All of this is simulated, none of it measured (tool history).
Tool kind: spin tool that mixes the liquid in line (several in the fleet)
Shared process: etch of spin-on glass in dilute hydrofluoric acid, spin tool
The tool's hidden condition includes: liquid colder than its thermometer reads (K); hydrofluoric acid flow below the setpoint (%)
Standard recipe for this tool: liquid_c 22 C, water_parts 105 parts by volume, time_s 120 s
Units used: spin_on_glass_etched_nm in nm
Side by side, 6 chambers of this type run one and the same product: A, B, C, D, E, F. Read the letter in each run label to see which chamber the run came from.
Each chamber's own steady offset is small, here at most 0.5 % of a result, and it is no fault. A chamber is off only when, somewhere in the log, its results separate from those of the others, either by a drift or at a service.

| run | hour | liquid_c | water_parts | time_s | hours since the thermometer was replaced | hours since the hydrofluoric acid flow meter was replaced | read-back film thickness of the spin-on glass reference wafer, read on the same gauge (nm) | spin_on_glass_etched_nm |
|---|---|---|---|---|---|---|---|---|
| 1C | 4.1 | 22 | 105 | 120 | 342.6 | 222.9 | 130.02 | 38.575 |
| 2E | 10.8 | 22 | 105 | 120 | 1926.3 | 21.6 | 129.97 | 39.186 |
| 3A | 18.5 | 22 | 105 | 120 | 338.5 | 401.5 | 130.03 | 39.328 |
| 4B | 25.6 | 22 | 105 | 120 | 819.2 | 696.7 | 130.04 | 39.1 |
|  | 27.3 | chamber F: hydrofluoric acid flow meter replaced |
| 5D | 31.3 | 22 | 105 | 120 | 136 | 582.1 | 130 | 38.879 |
| 6F | 38.8 | 22 | 105 | 120 | 53.6 | 11.5 | 129.99 | 39.217 |
| 7B | 44.7 | 22 | 105 | 120 | 838.3 | 715.8 | 129.97 | 39.181 |
| 8F | 48.8 | 19.5 | 90 | 120 | 63.6 | 21.5 | 130.02 | 41.514 |
| 9C | 52.4 | 19.5 | 90 | 120 | 390.9 | 271.2 | 129.97 | 42.038 |
| 10A | 60.1 | 19.5 | 90 | 120 | 380.1 | 443.1 | 130.01 | 41.81 |
| 11D | 65.6 | 19.5 | 90 | 120 | 170.3 | 616.4 | 129.97 | 41.813 |
| 12E | 70 | 19.5 | 90 | 120 | 1985.5 | 80.8 | 130.03 | 42.094 |
| 13B | 75.6 | 19.5 | 90 | 120 | 869.2 | 746.7 | 130.01 | 41.735 |
| 14C | 81.5 | 22 | 105 | 120 | 420 | 300.3 | 129.98 | 38.98 |
| 15A | 87.6 | 22 | 60 | 120 | 407.6 | 470.6 | 129.99 | 71.58 |
| 16E | 95.4 | 22 | 60 | 120 | 2010.9 | 106.2 | 130 | 73.292 |
| 17F | 101.9 | 22 | 60 | 120 | 116.7 | 74.6 | 130.03 | 71.966 |
| 18D | 109.8 | 22 | 60 | 120 | 214.5 | 660.6 | 129.99 | 73.05 |
| 19B | 116.5 | 22 | 60 | 120 | 910.1 | 787.6 | 129.95 | 72.525 |
| 20E | 120 | 22 | 60 | 120 | 2035.5 | 130.8 | 130.02 | 73.021 |
| 21D | 124.9 | 22 | 105 | 120 | 229.6 | 675.7 | 129.98 | 38.614 |
| 22C | 129.6 | 22 | 105 | 120 | 468.1 | 348.4 | 130.03 | 39.291 |
| 23A | 137.2 | 22 | 105 | 120 | 457.2 | 520.2 | 130.01 | 39.035 |
| 24F | 141.5 | 20 | 105 | 120 | 156.3 | 114.2 | 129.99 | 35.936 |
| 25F | 145 | 20 | 105 | 120 | 159.8 | 117.7 | 129.95 | 35.784 |
| 26E | 149.3 | 20 | 105 | 120 | 2064.8 | 160.1 | 129.95 | 36.094 |
| 27A | 155.2 | 20 | 105 | 120 | 475.2 | 538.2 | 130 | 36.173 |
| 28B | 159.6 | 20 | 105 | 120 | 953.2 | 830.7 | 130.01 | 36.095 |
| 29D | 166.4 | 20 | 105 | 120 | 271.1 | 717.2 | 129.99 | 35.478 |
| 30C | 170.7 | 22 | 105 | 120 | 509.2 | 389.5 | 129.99 | 38.805 |
| 31C | 176 | 22 | 105 | 120 | 514.5 | 394.8 | 129.99 | 39.04 |
| 32E | 181.5 | 22 | 105 | 120 | 2097 | 192.3 | 130.01 | 39.053 |
| 33F | 185 | 26 | 65 | 120 | 199.8 | 157.7 | 129.97 | 77.534 |
| 34D | 189.2 | 26 | 65 | 120 | 293.9 | 740 | 130.01 | 78.39 |
| 35A | 194.7 | 26 | 65 | 120 | 514.7 | 577.7 | 130.02 | 77.057 |
| 36B | 199.3 | 26 | 65 | 120 | 992.9 | 870.4 | 129.98 | 77.882 |
| 37E | 207.3 | 26 | 65 | 120 | 2122.8 | 218.1 | 129.97 | 77.816 |

For the next run the whole fleet of 6 chambers uses the same settings. Give each chamber's results:
| 38A | 213 | 22 | 105 | 120 |  |  |  | ? |
| 38B | 213 | 22 | 105 | 120 |  |  |  | ? |
| 38C | 213 | 22 | 105 | 120 |  |  |  | ? |
| 38D | 213 | 22 | 105 | 120 |  |  |  | ? |
| 38E | 213 | 22 | 105 | 120 |  |  |  | ? |
| 38F | 213 | 22 | 105 | 120 |  |  |  | ? |

| run | spin_on_glass_etched_nm |
|---|---|
| 38A | 39.168 |
| 38B | 38.791 |
| 38C | 39.26 |
| 38D | 38.773 |
| 38E | 39.059 |
| 38F | 38.71 |
